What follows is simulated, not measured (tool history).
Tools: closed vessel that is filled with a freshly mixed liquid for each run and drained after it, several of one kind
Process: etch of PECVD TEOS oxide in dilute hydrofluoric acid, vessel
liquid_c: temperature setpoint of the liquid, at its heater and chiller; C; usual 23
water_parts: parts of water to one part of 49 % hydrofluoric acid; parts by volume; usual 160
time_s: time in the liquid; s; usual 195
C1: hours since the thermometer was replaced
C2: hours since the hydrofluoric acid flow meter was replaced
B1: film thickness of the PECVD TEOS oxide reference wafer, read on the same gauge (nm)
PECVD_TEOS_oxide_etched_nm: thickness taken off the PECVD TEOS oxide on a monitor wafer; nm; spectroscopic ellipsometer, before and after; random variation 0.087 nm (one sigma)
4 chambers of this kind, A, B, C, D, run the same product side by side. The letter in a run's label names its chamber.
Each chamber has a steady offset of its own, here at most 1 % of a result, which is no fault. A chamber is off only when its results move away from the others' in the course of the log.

run 1A day=0.142 | liquid_c=23 water_parts=160 time_s=195 | C1=99.2 C2=256.8 | B1=69.988 | PECVD_TEOS_oxide_etched_nm=9.5525
run 2C day=0.229 | liquid_c=23 water_parts=160 time_s=195 | C1=68.7 C2=487.9 | B1=70.012 | PECVD_TEOS_oxide_etched_nm=9.2534
run 3B day=0.354 | liquid_c=23 water_parts=160 time_s=195 | C1=1708.6 C2=555.1 | B1=69.997 | PECVD_TEOS_oxide_etched_nm=9.27
run 4D day=0.529 | liquid_c=23 water_parts=160 time_s=195 | C1=739.6 C2=1567.3 | B1=70.008 | PECVD_TEOS_oxide_etched_nm=9.4578
run 5B day=0.667 | liquid_c=23 water_parts=160 time_s=195 | C1=1716.1 C2=562.6 | B1=69.992 | PECVD_TEOS_oxide_etched_nm=9.2352
run 6A day=0.754 | liquid_c=23 water_parts=110 time_s=195 | C1=113.9 C2=271.5 | B1=70.006 | PECVD_TEOS_oxide_etched_nm=14.644
run 7D day=0.912 | liquid_c=23 water_parts=110 time_s=195 | C1=748.8 C2=1576.5 | B1=70.002 | PECVD_TEOS_oxide_etched_nm=14.792
run 8C day=1.004 | liquid_c=23 water_parts=110 time_s=195 | C1=87.3 C2=506.5 | B1=70.006 | PECVD_TEOS_oxide_etched_nm=14.234
run 9A day=1.108 | liquid_c=23 water_parts=110 time_s=195 | C1=122.4 C2=280 | B1=69.993 | PECVD_TEOS_oxide_etched_nm=14.661
run 10B day=1.246 | liquid_c=23 water_parts=160 time_s=195 | C1=1730 C2=576.5 | B1=70.006 | PECVD_TEOS_oxide_etched_nm=9.2497
run 11C day=1.367 | liquid_c=23 water_parts=160 time_s=195 | C1=96 C2=515.2 | B1=70.019 | PECVD_TEOS_oxide_etched_nm=9.401
run 12D day=1.517 | liquid_c=20 water_parts=160 time_s=275 | C1=763.3 C2=1591 | B1=69.998 | PECVD_TEOS_oxide_etched_nm=11.915
run 13A day=1.683 | liquid_c=20 water_parts=160 time_s=275 | C1=136.2 C2=293.8 | B1=70.006 | PECVD_TEOS_oxide_etched_nm=11.78
run 14C day=1.867 | liquid_c=20 water_parts=160 time_s=275 | C1=108 C2=527.2 | B1=70.014 | PECVD_TEOS_oxide_etched_nm=11.586
run 15D day=1.996 | liquid_c=20 water_parts=160 time_s=275 | C1=774.8 C2=1602.5 | B1=70.012 | PECVD_TEOS_oxide_etched_nm=11.866
run 16B day=2.092 | liquid_c=23 water_parts=160 time_s=195 | C1=1750.3 C2=596.8 | B1=69.989 | PECVD_TEOS_oxide_etched_nm=9.2137
run 17D day=2.267 | liquid_c=23 water_parts=160 time_s=195 | C1=781.3 C2=1609 | B1=70.015 | PECVD_TEOS_oxide_etched_nm=9.4424
run 18B day=2.358 | liquid_c=23 water_parts=160 time_s=195 | C1=1756.7 C2=603.2 | B1=70.009 | PECVD_TEOS_oxide_etched_nm=9.3371
run 19C day=2.471 | liquid_c=23 water_parts=160 time_s=195 | C1=122.5 C2=541.7 | B1=69.989 | PECVD_TEOS_oxide_etched_nm=9.2957
run 20A day=2.642 | liquid_c=23 water_parts=160 time_s=195 | C1=159.2 C2=316.8 | B1=70.007 | PECVD_TEOS_oxide_etched_nm=9.4952
run 21C day=2.783 | liquid_c=23 water_parts=160 time_s=195 | C1=130 C2=549.2 | B1=70.006 | PECVD_TEOS_oxide_etched_nm=9.4403
run 22D day=2.942 | liquid_c=23 water_parts=160 time_s=195 | C1=797.5 C2=1625.2 | B1=70.002 | PECVD_TEOS_oxide_etched_nm=9.4027
run 23A day=3.058 | liquid_c=23 water_parts=160 time_s=195 | C1=169.2 C2=326.8 | B1=70.006 | PECVD_TEOS_oxide_etched_nm=9.366
run 24B day=3.225 | liquid_c=23 water_parts=160 time_s=195 | C1=1777.5 C2=624 | B1=70.004 | PECVD_TEOS_oxide_etched_nm=9.2423
run 25A day=3.383 | liquid_c=23 water_parts=160 time_s=195 | C1=177 C2=334.6 | B1=69.994 | PECVD_TEOS_oxide_etched_nm=9.4277
-- day=3.412 chamber C: hydrofluoric acid flow meter replaced
run 26B day=3.483 | liquid_c=23 water_parts=160 time_s=195 | C1=1783.7 C2=630.2 | B1=70.003 | PECVD_TEOS_oxide_etched_nm=9.2214
run 27D day=3.579 | liquid_c=23 water_parts=160 time_s=195 | C1=812.8 C2=1640.5 | B1=70.004 | PECVD_TEOS_oxide_etched_nm=9.4797
run 28C day=3.679 | liquid_c=23 water_parts=105 time_s=195 | C1=151.5 C2=6.4 | B1=70.016 | PECVD_TEOS_oxide_etched_nm=15.276
run 29B day=3.779 | liquid_c=23 water_parts=105 time_s=195 | C1=1790.8 C2=637.3 | B1=70.007 | PECVD_TEOS_oxide_etched_nm=14.796
run 30C day=3.912 | liquid_c=23 water_parts=105 time_s=195 | C1=157.1 C2=12 | B1=70.006 | PECVD_TEOS_oxide_etched_nm=15.211
run 31D day=4.012 | liquid_c=23 water_parts=105 time_s=195 | C1=823.2 C2=1650.9 | B1=69.997 | PECVD_TEOS_oxide_etched_nm=15.466

Next, every chamber runs the same settings. What will each give?
run 32A day=4.146 | liquid_c=23 water_parts=160 time_s=195 | PECVD_TEOS_oxide_etched_nm=?
run 32B day=4.146 | liquid_c=23 water_parts=160 time_s=195 | PECVD_TEOS_oxide_etched_nm=?
run 32C day=4.146 | liquid_c=23 water_parts=160 time_s=195 | PECVD_TEOS_oxide_etched_nm=?
run 32D day=4.146 | liquid_c=23 water_parts=160 time_s=195 | PECVD_TEOS_oxide_etched_nm=?

run=32A PECVD_TEOS_oxide_etched_nm=9.4137
run=32B PECVD_TEOS_oxide_etched_nm=9.2756
run=32C PECVD_TEOS_oxide_etched_nm=9.3508
run=32D PECVD_TEOS_oxide_etched_nm=9.3687
